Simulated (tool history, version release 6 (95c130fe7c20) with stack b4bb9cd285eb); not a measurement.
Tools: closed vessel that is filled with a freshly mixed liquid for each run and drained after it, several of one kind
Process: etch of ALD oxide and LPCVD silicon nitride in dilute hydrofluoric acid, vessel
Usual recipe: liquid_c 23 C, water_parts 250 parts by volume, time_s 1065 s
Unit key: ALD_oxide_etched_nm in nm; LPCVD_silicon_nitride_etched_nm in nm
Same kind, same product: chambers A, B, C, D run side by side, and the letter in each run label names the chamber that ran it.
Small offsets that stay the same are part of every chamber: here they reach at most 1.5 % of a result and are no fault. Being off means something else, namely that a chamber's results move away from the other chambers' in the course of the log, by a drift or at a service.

run	hour	liquid_c	water_parts	time_s	hours since the thermometer was replaced	hours since the hydrofluoric acid flow meter was replaced	read-back film thickness of the ALD oxide reference wafer, read on the same gauge (nm)	read-back film thickness of the LPCVD silicon nitride reference wafer, read on the same gauge (nm)	ALD_oxide_etched_nm	LPCVD_silicon_nitride_etched_nm
1B	10.4	23	250	1065	504.9	518.1	80.023	110.03	39.842	1.7753
2A	20.7	23	250	1065	891.3	683.2	79.972	110.02	39.974	1.8081
3C	31.3	23	250	1065	1022.3	116.2	80.007	110	40.691	1.8314
4D	37.7	23	250	1065	74.7	1213.2	79.985	109.99	40.092	1.7677
5A	48	23	250	1065	918.6	710.5	79.986	110	39.897	1.7918
6D	59	23	250	1065	96	1234.5	79.996	110.02	39.886	1.7995
7B	69.9	23	250	1065	564.4	577.6	80.001	110.01	40.164	1.7697
8C	82.7	23	250	1065	1073.7	167.6	80.004	110.01	39.976	1.8322
9C	94.2	23	250	1065	1085.2	179.1	80	110.01	40.882	1.8071
10D	105.5	23	250	1065	142.5	1281	80.026	110.02	39.864	1.7952
11A	115.4	23	250	1065	986	777.9	80.005	109.99	39.909	1.843
12B	126.3	23	250	1065	620.8	634	80.012	110.02	40.085	1.7866
13C	136.5	23	250	1065	1127.5	221.4	79.993	109.99	40.387	1.8062
14D	149.4	23	250	1065	186.4	1324.9	80.006	110.02	39.784	1.7717
15B	162	23	250	1065	656.5	669.7	79.981	109.99	40.793	1.8183
16A	172.6	23	250	1065	1043.2	835.1	80.009	109.99	39.719	1.8159
17B	183.3	18.5	250	1440	677.8	691	79.978	110	45.755	1.7734
18A	192.3	18.5	250	1440	1062.9	854.8	80.01	110	45.949	1.8203
19D	204.7	18.5	250	1440	241.7	1380.2	80.009	109.98	45.381	1.7918
20C	210.9	18.5	250	1440	1201.9	295.8	79.972	109.98	46.236	1.8383
21C	223.1	23	250	1065	1214.1	308	79.994	110	41.264	1.7746
22B	234.2	25.5	250	1365	728.7	741.9	80.024	110	56.93	2.7324
23A	245.2	25.5	250	1365	1115.8	907.7	80.004	109.99	55.52	2.6087
24D	253.1	25.5	250	1365	290.1	1428.6	80.009	110	55.672	2.6781
25A	262.1	25.5	250	1365	1132.7	924.6	79.962	110.03	55.983	2.7152
26D	272.1	23	250	1065	309.1	1447.6	79.99	110	39.559	1.7908
27C	278.1	23	195	1065	1269.1	363	79.993	110.01	54.536	2.2676
28B	286.8	23	195	1065	781.3	794.5	80.02	110.01	56.56	2.3598
29A	297.8	23	195	1065	1168.4	960.3	79.986	110	54.003	2.2603
30B	308.4	23	195	1065	802.9	816.1	79.973	110	57.225	2.3968
# hour 310.5: chamber D: hydrofluoric acid flow meter replaced
31C	317.7	23	250	1065	1308.7	402.6	79.978	109.99	40.429	1.811
32D	323.9	25	250	1065	360.9	13.4	79.99	110.01	43.162	2.006
33C	330.1	25	250	1065	1321.1	415	80.015	109.99	43.011	2.0727
34A	341.5	25	250	1065	1212.1	1004	79.988	109.97	43.578	2.0583
# hour 351.1: chamber A: hydrofluoric acid flow meter replaced
35D	353.4	25	250	1065	390.4	42.9	80.013	110.02	42.405	2.0547
36B	364.2	23	250	1065	858.7	871.9	80.009	110.02	43.149	1.9435
37D	371.5	23	250	1065	408.5	61	79.997	109.97	39.978	1.8097
38A	382	23	250	1065	1252.6	31	80.018	109.98	40.085	1.7783
39B	394.6	23	250	1065	889.1	902.3	80.009	110.03	43.887	1.949
40C	406.5	23	250	1065	1397.5	491.4	79.998	110	40.72	1.8008
41C	416.4	23	250	1065	1407.4	501.3	80.008	110.01	40.134	1.8183
42D	422.8	23	250	1065	459.8	112.3	79.993	110.01	39.373	1.7986

Which is it: a chamber that has drifted or been left off by a service, a gauge drift common to all chambers, or only each chamber's usual small offset? If a chamber is off, name it and its likeliest cause.

Chamber B drifts away from the others.
Most likely cause: hydrofluoric acid flow above the setpoint (%) = 8.97.

Below are 4 candidate recipes for chamber B's next run, each the usual settings with a change, their results shown as question marks. Which of them brings B's results back in line with what the other chambers give on the usual settings?
In line means no further than this from the other chambers' mean on the usual settings: ALD_oxide_etched_nm 1.2 nm; LPCVD_silicon_nitride_etched_nm 0.072 nm
43B-1	432.1	23	260	1050					?	?
43B-2	432.1	23.5	270	1030					?	?
43B-3	432.1	22.5	230	1100					?	?
43B-4	432.1	23	240	1080					?	?

What the other chambers average on the usual settings: ALD_oxide_etched_nm 40.06 nm; LPCVD_silicon_nitride_etched_nm 1.793 nm
run	ALD_oxide_etched_nm	LPCVD_silicon_nitride_etched_nm
43B-1	41.917	1.8434
43B-2	39.93	1.797
43B-3	50.211	2.1146
43B-4	47.633	2.0531
43B-2 brings the chamber back in line.
